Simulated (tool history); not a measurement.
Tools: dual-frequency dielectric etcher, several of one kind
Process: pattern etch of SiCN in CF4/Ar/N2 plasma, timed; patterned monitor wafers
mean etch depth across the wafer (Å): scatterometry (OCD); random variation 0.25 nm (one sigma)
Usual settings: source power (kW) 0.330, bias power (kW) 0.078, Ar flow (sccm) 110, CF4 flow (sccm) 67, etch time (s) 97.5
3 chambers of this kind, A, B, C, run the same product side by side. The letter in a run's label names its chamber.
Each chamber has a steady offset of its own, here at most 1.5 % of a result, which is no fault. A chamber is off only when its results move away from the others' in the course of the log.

run,hour,source power (kW),bias power (kW),Ar flow (sccm),CF4 flow (sccm),etch time (s),hours since the last wet clean,hours since the last source power generator calibration,hours since the last bias power generator calibration,hours since the last Ar flow controller change,hours since the last CF4 flow controller change,"read-back reference wafer on the same gauge, depth_nm",mean etch depth across the wafer (Å)
1A,5.7,0.330,0.078,110,67,97.5,396.6,2496.0,921.2,824.0,2048.0,70.393,654.53
2B,12.4,0.330,0.078,110,67,97.5,221.1,376.1,1378.5,980.3,1082.7,70.366,636.13
3C,19.3,0.330,0.078,110,67,97.5,200.5,1346.3,2483.6,762.4,4102.2,70.410,641.13
4B,24.0,0.330,0.078,110,67,97.5,232.7,387.7,1390.1,991.9,1094.3,70.377,636.48
5A,29.4,0.330,0.078,110,67,97.5,420.3,2519.7,944.9,847.7,2071.7,70.336,654.66
6C,32.8,0.330,0.078,110,67,97.5,214.0,1359.8,2497.1,775.9,4115.7,70.405,635.70
7B,36.0,0.330,0.078,110,67,97.5,244.7,399.7,1402.1,1003.9,1106.3,70.441,641.84
8C,40.8,0.330,0.078,110,67,97.5,222.0,1367.8,2505.1,783.9,4123.7,70.422,638.11
9A,47.6,0.330,0.078,110,67,97.5,438.5,2537.9,963.1,865.9,2089.9,70.336,650.84
10B,52.4,0.330,0.078,110,67,97.5,261.1,416.1,1418.5,1020.3,1122.7,70.380,637.62
11C,57.3,0.330,0.078,110,67,97.5,238.5,1384.3,2521.6,800.4,4140.2,70.399,636.83
12A,61.1,0.330,0.078,110,67,97.5,452.0,2551.4,976.6,879.4,2103.4,70.383,651.07
# hour 63.3: chamber A: wet clean of the chamber
13B,67.6,0.330,0.078,110,67,83.0,276.3,431.3,1433.7,1035.5,1137.9,70.365,543.45
14C,73.1,0.330,0.078,110,67,83.0,254.3,1400.1,2537.4,816.2,4156.0,70.342,537.94
15A,80.1,0.330,0.078,110,67,83.0,16.9,2570.4,995.6,898.4,2122.4,70.413,554.23
16C,87.2,0.330,0.078,110,67,97.5,268.4,1414.2,2551.5,830.3,4170.1,70.367,630.86
17B,91.4,0.330,0.078,110,67,97.5,300.1,455.1,1457.5,1059.3,1161.7,70.332,639.63
18A,98.5,0.330,0.078,110,67,97.5,35.3,2588.8,1014.0,916.8,2140.8,70.442,648.53
19B,105.0,0.330,0.078,110,67,97.5,313.7,468.7,1471.1,1072.9,1175.3,70.415,641.67
20C,109.5,0.330,0.078,110,67,97.5,290.7,1436.5,2573.8,852.6,4192.4,70.436,628.87
21A,116.6,0.330,0.078,110,67,97.5,53.4,2606.9,1032.1,934.9,2158.9,70.419,651.05
22A,123.1,0.330,0.078,110,67,97.5,59.9,2613.4,1038.6,941.4,2165.4,70.381,654.14
23C,127.1,0.330,0.078,110,67,97.5,308.3,1454.1,2591.4,870.2,4210.0,70.372,630.47
24B,132.7,0.330,0.078,110,67,97.5,341.4,496.4,1498.8,1100.6,1203.0,70.383,643.61
25A,136.4,0.330,0.078,96,67,97.5,73.2,2626.7,1051.9,954.7,2178.7,70.418,665.11
26C,142.5,0.330,0.078,96,67,97.5,323.7,1469.5,2606.8,885.6,4225.4,70.322,636.35
27B,147.5,0.330,0.078,96,67,97.5,356.2,511.2,1513.6,1115.4,1217.8,70.437,657.01
28B,154.6,0.330,0.078,110,67,97.5,363.3,518.3,1520.7,1122.5,1224.9,70.363,638.62
29C,158.0,0.330,0.078,110,67,97.5,339.2,1485.0,2622.3,901.1,4240.9,70.423,623.55

What goes on in this fleet: one chamber off, a drifting gauge, or nothing beyond the chambers' own small offsets? Name the chamber and the cause, if any.

Chamber C drifts away from the others.
Cause: etch rate under this chamber's usual, % = 3.13.
The log may not tell that from: source power that arrives under what is set, %.

Here are 4 candidates for chamber C's next run, each the usual settings with a change, their results left as question marks. Which one brings its results back in line with what the others give on the usual settings?
In line means no further than this from the other chambers' mean on the usual settings: mean etch depth across the wafer (Å) 8.70
30C-1,163.1,0.330,0.078,110,68,104.5,,,,,,,?
30C-2,163.1,0.330,0.078,110,66,90.5,,,,,,,?
30C-3,163.1,0.330,0.087,110,67,97.5,,,,,,,?
30C-4,163.1,0.330,0.077,110,67,94.0,,,,,,,?

The other chambers' mean on the usual settings: mean etch depth across the wafer (Å) 645.86
run,mean etch depth across the wafer (Å)
30C-1,666.47
30C-2,574.73
30C-3,645.81
30C-4,595.46
30C-3 brings the chamber back in line.

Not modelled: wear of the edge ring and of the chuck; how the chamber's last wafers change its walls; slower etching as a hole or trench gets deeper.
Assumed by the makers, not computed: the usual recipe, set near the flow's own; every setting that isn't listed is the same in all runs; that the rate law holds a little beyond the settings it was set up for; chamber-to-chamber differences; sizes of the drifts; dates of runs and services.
